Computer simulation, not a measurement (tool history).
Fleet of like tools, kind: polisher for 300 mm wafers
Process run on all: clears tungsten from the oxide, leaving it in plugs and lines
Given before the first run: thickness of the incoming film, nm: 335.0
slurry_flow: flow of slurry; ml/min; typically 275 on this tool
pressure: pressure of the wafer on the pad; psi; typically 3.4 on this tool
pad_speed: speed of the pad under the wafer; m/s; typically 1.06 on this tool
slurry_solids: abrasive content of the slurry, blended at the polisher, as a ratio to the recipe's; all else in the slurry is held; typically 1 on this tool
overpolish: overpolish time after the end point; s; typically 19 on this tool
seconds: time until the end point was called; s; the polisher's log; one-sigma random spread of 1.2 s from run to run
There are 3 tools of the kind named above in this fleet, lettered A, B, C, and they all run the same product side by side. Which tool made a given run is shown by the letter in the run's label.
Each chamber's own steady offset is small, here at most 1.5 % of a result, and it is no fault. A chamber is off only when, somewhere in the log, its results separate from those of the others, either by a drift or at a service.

run	day	slurry_flow	pressure	pad_speed	slurry_solids	overpolish	wafers polished on this pad	hours since the slurry nozzle was cleaned	hours since the head pressure was calibrated	hours since the slurry blender was calibrated	hours since the slurry got fresh peroxide	seconds
# day 0.146: chamber B: slurry tank refilled with fresh slurry and peroxide
# day 0.217: chamber B: worn pad replaced by a new one
1A	0.354	275	3.4	1.06	1	19	1443	83.4	372.1	350.9	94.5	66.535
# day 0.488: chamber A: slurry tank refilled with fresh slurry and peroxide
2B	0.704	275	3.4	1.06	1	19	96	682	738.6	96.5	13.4	63.52
3C	0.996	275	3.4	1.06	1	19	478	343	115.9	70.2	109.1	63.84
# day 1.312: chamber A: worn pad replaced by a new one
4C	1.375	275	3.4	1.06	1	19	552	352.1	125	79.3	118.2	66.18
# day 1.475: chamber A: slurry blender recalibrated
5A	1.825	275	3.4	1.06	1	19	100	118.7	407.4	8.4	32.1	65.62
6B	2.25	275	3.4	1.06	1	19	398	719.1	775.7	133.6	50.5	64.833
# day 2.3: chamber C: slurry tank refilled with fresh slurry and peroxide
# day 2.571: chamber B: slurry blender recalibrated
7B	2.667	275	3.4	1.06	1	19	480	729.1	785.7	2.4	60.5	64.31
8A	2.879	275	3.4	1.06	1	19	306	144	432.7	33.7	57.4	65.996
# day 3.004: chamber C: slurry blender recalibrated
# day 3.162: chamber C: worn pad replaced by a new one
9C	3.288	275	3.4	1.06	1	19	24	398	170.9	6.8	23.8	63.903
10A	3.508	275	3.4	1.06	1	19	429	159.1	447.8	48.8	72.5	65.407
11C	3.833	275	3.4	1.06	1	19	131	411.1	184	19.9	36.9	65.182
# day 4.025: chamber B: slurry nozzle cleaned
12B	4.092	275	3.4	1.06	1	19	759	1.6	819.9	36.6	94.7	64.736
13B	4.508	275	3.4	1.06	1	19	840	11.6	829.9	46.6	104.7	63.826
# day 4.517: chamber A: slurry tank refilled with fresh slurry and peroxide
14A	4.833	275	3.4	1.06	1	19	689	190.9	479.6	80.6	7.6	63.274
15C	5.162	275	3.4	1.06	1	19	391	443	215.9	51.8	68.8	64.267
# day 5.188: chamber A: head pressure recalibrated
16A	5.633	275	3.4	1.06	1.2	19	845	210.1	10.8	99.8	26.8	72.393
17C	5.925	275	3.4	1.06	1.2	19	541	461.3	234.2	70.1	87.1	61.984
18B	6.175	275	3.4	1.06	1.2	19	1167	51.6	869.9	86.6	144.7	61.465
19A	6.442	275	3.4	1.06	1	19	1004	229.5	30.2	119.2	46.2	73.494
20C	6.738	275	3.4	1.06	1	19	700	480.8	253.7	89.6	106.6	64.089
21B	7.125	275	3.4	1.06	1	19	1353	74.4	892.7	109.4	167.5	63.294
# day 7.233: chamber B: slurry tank refilled with fresh slurry and peroxide
# day 7.325: chamber C: worn pad replaced by a new one
22B	7.346	275	3.4	1.06	1	19	1396	79.7	898	114.7	2.8	65.46
# day 7.471: chamber C: slurry blender recalibrated
23C	7.638	360	3.4	1.06	1	19	61	502.4	275.3	4	128.2	60.901
# day 7.746: chamber C: slurry tank refilled with fresh slurry and peroxide
24A	7.896	360	3.4	1.06	1	19	1288	264.4	65.1	154.1	81.1	72.075
25B	8.225	360	3.4	1.06	1	19	1568	100.8	919.1	135.8	23.9	64.267
# day 8.467: chamber B: slurry blender recalibrated
# day 8.662: chamber A: slurry tank refilled with fresh slurry and peroxide
# day 8.675: chamber A: worn pad replaced by a new one
# day 8.675: chamber B: worn pad replaced by a new one
26C	8.679	275	3.4	1.06	1	19	265	527.4	300.3	29	22.5	64.19
# day 8.971: chamber C: head pressure recalibrated
27A	9.05	275	3.4	1.06	1	19	73	292.1	92.8	181.8	9.3	74.279
28A	9.479	275	3.4	1.06	1	19	157	302.4	103.1	192.1	19.6	73.21
29C	9.742	275	3.4	1.06	1	19	473	552.9	18.5	54.5	48	63.818
30B	10.054	275	3.4	0.78	1.2	19	270	144.7	963	38.1	67.8	85.685
31B	10.308	275	3.4	0.78	1.2	19	319	150.8	969.1	44.2	73.9	85.702
32C	10.671	275	3.4	0.78	1.2	19	655	575.2	40.8	76.8	70.3	82.732
33A	11.042	275	3.4	1.06	1	19	463	339.9	140.6	229.6	57.1	73.435
34C	11.333	275	3.4	1.06	1	19	784	591.1	56.7	92.7	86.2	64.904
35B	11.721	275	3.4	1.06	1	13	596	184.7	1003	78.1	107.8	64.074
# day 11.908: chamber C: worn pad replaced by a new one
# day 11.925: chamber C: slurry blender recalibrated
36A	11.971	275	3.4	1.06	1	13	645	362.2	162.9	251.9	79.4	70.86
37B	12.458	275	3.4	1.06	1	13	740	202.4	1020.7	95.8	125.5	63.929
38A	12.758	275	3.4	1.06	1	19	799	381.1	181.8	270.8	98.3	72.427
39C	13.138	275	3.4	1.06	1	19	240	634.4	100	29.1	129.5	63.22

For the next run the whole fleet of 3 chambers uses the same settings. Give each chamber's results:
40A	13.488	275	3.4	1.06	1	19						?
40B	13.488	275	3.4	1.06	1	19						?
40C	13.488	275	3.4	1.06	1	19						?

run	seconds
40A	73.841
40B	64.586
40C	63.725
